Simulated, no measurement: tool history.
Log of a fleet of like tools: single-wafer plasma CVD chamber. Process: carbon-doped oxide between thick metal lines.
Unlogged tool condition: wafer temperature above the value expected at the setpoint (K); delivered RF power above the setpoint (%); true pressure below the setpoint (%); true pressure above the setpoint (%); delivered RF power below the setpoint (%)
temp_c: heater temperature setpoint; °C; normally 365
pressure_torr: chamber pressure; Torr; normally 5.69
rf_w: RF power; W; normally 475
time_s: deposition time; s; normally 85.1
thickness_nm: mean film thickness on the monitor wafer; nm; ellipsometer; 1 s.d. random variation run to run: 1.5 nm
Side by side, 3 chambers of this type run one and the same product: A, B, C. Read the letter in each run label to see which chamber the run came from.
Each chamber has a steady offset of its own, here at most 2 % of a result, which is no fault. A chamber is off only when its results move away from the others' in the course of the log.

run   hour  temp_c  pressure_torr  rf_w  time_s  hours since the last thermocouple change  hours since the last RF generator calibration  hours since the last manometer calibration  read-back reference wafer on the same gauge, thickness_nm  thickness_nm
 1C    5.2     365           5.69   475    85.1                                    2222.2                                           1566                                       537.2                                                     395.22        407.88
 2B   10.7     365           5.69   475    85.1                                     403.5                                         1642.2                                      1175.8                                                      394.7        404.17
 3A   13.7     365           5.69   475    85.1                                     254.7                                         1646.8                                       490.1                                                     395.27        413.68
 4C   17.6     365           5.69   475    85.1                                    2234.6                                         1578.4                                       549.6                                                     395.08        407.41
 5B     24     365           5.69   475    85.1                                     416.8                                         1655.5                                      1189.1                                                     394.77        403.48
 6A   29.2     365           5.69   475    85.1                                     270.2                                         1662.3                                       505.6                                                     395.04        414.14
 7B   33.3     365           5.69   475    85.1                                     426.1                                         1664.8                                      1198.4                                                     395.11         405.5
 8C   39.9     365           5.69   475    85.1                                    2256.9                                         1600.7                                       571.9                                                      395.1        407.06
 9A   45.1     365           5.69   475    85.1                                     286.1                                         1678.2                                       521.5                                                     394.86        412.34
10B   49.2     365           5.69   475    85.1                                       442                                         1680.7                                      1214.3                                                     395.07        403.76
11C   53.2     365           5.69   475    85.1                                    2270.2                                           1614                                       585.2                                                     395.02        406.82
12A   57.4     353           6.82   475    85.1                                     298.4                                         1690.5                                       533.8                                                     394.94        432.32
      61.6  -- chamber A: RF generator calibrated
13C   62.6     353           6.82   475    85.1                                    2279.6                                         1623.4                                       594.6                                                     395.32        425.37
14A   68.5     353           6.82   475    85.1                                     309.5                                              7                                       544.9                                                     394.79        431.28
15B   72.1     365           5.69   475    85.1                                     464.9                                         1703.6                                      1237.2                                                     395.11        405.84
16A   75.2     365           5.69   475    85.1                                     316.2                                           13.7                                       551.6                                                     395.04        413.83
17C   78.3     365           5.69   475    85.1                                    2295.3                                         1639.1                                       610.3                                                     395.11        399.07
18B     82     365           5.69   475    85.1                                     474.8                                         1713.5                                      1247.1                                                     395.23        404.05
19C   87.7     365           5.69   475    85.1                                    2304.7                                         1648.5                                       619.7                                                     395.08        402.78
20A   91.8     365           5.69   475    85.1                                     332.8                                           30.3                                       568.2                                                     395.11         414.1
21B     98     365           5.69   475    85.1                                     490.8                                         1729.5                                      1263.1                                                     395.15        406.81
22C  104.5     365           5.69   475    85.1                                    2321.5                                         1665.3                                       636.5                                                     394.92        397.31
23B  110.2     365           5.69   475    85.1                                       503                                         1741.7                                      1275.3                                                     395.25        404.43
24A  116.8     369           5.69   445    85.1                                     357.8                                           55.3                                       593.2                                                     395.05        393.29
25C  122.6     369           5.69   445    85.1                                    2339.6                                         1683.4                                       654.6                                                     394.66         372.9
26A  128.2     369           5.69   445    85.1                                     369.2                                           66.7                                       604.6                                                     395.31        390.13
27B    133     365           5.69   475    85.1                                     525.8                                         1764.5                                      1298.1                                                     394.85        404.35

All chambers now run identical settings, listed one chamber a line with results as question marks. What results will each chamber show?
28A  137.8     373           5.69   475    85.1                                                                                                                                                                                                             ?
28B  137.8     373           5.69   475    85.1                                                                                                                                                                                                             ?
28C  137.8     373           5.69   475    85.1                                                                                                                                                                                                             ?

run  thickness_nm
28A        406.89
28B         397.8
28C        383.47
